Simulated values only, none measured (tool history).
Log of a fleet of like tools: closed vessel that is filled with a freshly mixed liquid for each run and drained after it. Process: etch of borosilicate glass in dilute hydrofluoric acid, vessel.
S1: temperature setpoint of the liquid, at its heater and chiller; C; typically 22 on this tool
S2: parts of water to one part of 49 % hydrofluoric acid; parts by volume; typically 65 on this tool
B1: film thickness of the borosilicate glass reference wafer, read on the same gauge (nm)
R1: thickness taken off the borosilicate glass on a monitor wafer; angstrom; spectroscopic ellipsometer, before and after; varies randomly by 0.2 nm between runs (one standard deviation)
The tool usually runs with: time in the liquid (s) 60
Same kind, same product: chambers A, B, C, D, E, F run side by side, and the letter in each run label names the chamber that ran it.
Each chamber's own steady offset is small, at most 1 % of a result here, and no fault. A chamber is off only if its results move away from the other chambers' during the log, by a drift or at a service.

Run 1F, day 0.312: usual settings; B1 99.96. Result: R1 195.67 angstrom.
Run 2A, day 0.654: usual settings; B1 99.995. Result: R1 196.33 angstrom.
Run 3E, day 1.075: usual settings; B1 100.03. Result: R1 194.96 angstrom.
At day 1.175: chamber A: thermometer replaced.
Run 4D, day 1.429: usual settings; B1 99.986. Result: R1 194.16 angstrom.
Run 5C, day 1.646: usual settings; B1 100.01. Result: R1 197.46 angstrom.
Run 6B, day 2.021: usual settings; B1 99.986. Result: R1 193.37 angstrom.
Run 7E, day 2.45: usual settings; B1 99.999. Result: R1 195.89 angstrom.
Run 8F, day 2.721: usual settings; B1 99.991. Result: R1 198.21 angstrom.
Run 9D, day 3.183: usual settings; B1 100.01. Result: R1 192.19 angstrom.
Run 10C, day 3.517: usual settings but S1 20 C; B1 99.99. Result: R1 180.86 angstrom.
Run 11A, day 3.783: usual settings but S1 20 C; B1 100.02. Result: R1 182.99 angstrom.
Run 12B, day 4.208: usual settings but S1 20 C; B1 99.963. Result: R1 177.94 angstrom.
Run 13F, day 4.471: usual settings but S1 20 C; B1 100.02. Result: R1 183.14 angstrom.
Run 14E, day 4.712: usual settings but S1 20 C; B1 100.01. Result: R1 179.98 angstrom.
Run 15B, day 5.008: usual settings but S1 20 C; B1 99.999. Result: R1 180.34 angstrom.
Run 16C, day 5.292: usual settings; B1 99.993. Result: R1 196.58 angstrom.
Run 17A, day 5.6: usual settings but S1 25 C, S2 75 parts by volume; B1 100.05. Result: R1 190.64 angstrom.
Run 18D, day 6.004: usual settings but S1 25 C, S2 75 parts by volume; B1 99.975. Result: R1 186.08 angstrom.
Run 19C, day 6.212: usual settings but S1 25 C, S2 75 parts by volume; B1 100. Result: R1 189.32 angstrom.
Run 20B, day 6.629: usual settings but S1 25 C, S2 75 parts by volume; B1 99.977. Result: R1 192.92 angstrom.
Run 21D, day 6.871: usual settings but S1 25 C, S2 75 parts by volume; B1 99.968. Result: R1 186.01 angstrom.
Run 22A, day 7.312: usual settings but S1 25 C, S2 75 parts by volume; B1 100.01. Result: R1 191.47 angstrom.
Run 23F, day 7.742: usual settings; B1 99.998. Result: R1 194.02 angstrom.
Run 24E, day 7.992: usual settings; B1 100.03. Result: R1 192.56 angstrom.
Run 25B, day 8.3: usual settings; B1 100. Result: R1 203.75 angstrom.
Run 26F, day 8.688: usual settings; B1 99.991. Result: R1 198.64 angstrom.
Run 27D, day 8.983: usual settings; B1 99.99. Result: R1 194.48 angstrom.
Run 28A, day 9.375: usual settings but S1 19 C, S2 80 parts by volume; B1 99.988. Result: R1 139.58 angstrom.
Run 29E, day 9.733: usual settings but S1 19 C, S2 80 parts by volume; B1 100. Result: R1 137.69 angstrom.
Run 30C, day 10.125: usual settings but S1 19 C, S2 80 parts by volume; B1 99.992. Result: R1 141.42 angstrom.
Run 31C, day 10.512: usual settings but S1 19 C, S2 80 parts by volume; B1 99.99. Result: R1 138.72 angstrom.
Run 32A, day 10.846: usual settings but S1 19 C, S2 80 parts by volume; B1 99.999. Result: R1 139.49 angstrom.
Run 33B, day 11.125: usual settings but S1 19 C, S2 80 parts by volume; B1 100.04. Result: R1 149.32 angstrom.
Run 34E, day 11.408: usual settings but time in the liquid (s) 30; B1 99.99. Result: R1 98.523 angstrom.
Run 35D, day 11.733: usual settings but time in the liquid (s) 30; B1 99.989. Result: R1 97.618 angstrom.
Run 36F, day 12.158: usual settings but time in the liquid (s) 30; B1 99.989. Result: R1 99.494 angstrom.

Decide between three cases: one chamber stands off from its peers, the gauge reading all wafers drifts, or nothing is wrong past each chamber's small offset. Where a chamber is off, say which and what most likely put it there.

One chamber, B, drifts off from the rest bit by bit.
Most likely cause: hydrofluoric acid flow above the setpoint (%) = 8.89.
Not necessarily distinguishable in this log from: liquid hotter than its thermometer reads (K).

Which of the 4 candidates below, each the usual settings with something changed and its results left as question marks, puts chamber B back in line with what the other chambers give on the usual settings?
Maximum distance from the other chambers' mean on the usual settings for a result to count as in line: R1 6.8 angstrom
Run 37B-1, day 12.496: usual settings but time in the liquid (s) 65. Result: R1 ?.
Run 37B-2, day 12.496: usual settings but S1 22.5 C. Result: R1 ?.
Run 37B-3, day 12.496: usual settings but time in the liquid (s) 55. Result: R1 ?.
Run 37B-4, day 12.496: usual settings but S1 21.5 C. Result: R1 ?.

The mean the other chambers reach with the usual settings: R1 196.02 angstrom
  run      R1
37B-1  230.18
37B-2  216.83
37B-3  194.77
37B-4  208.19
The right change is 37B-3: it brings the chamber back within the allowed miss of the others.
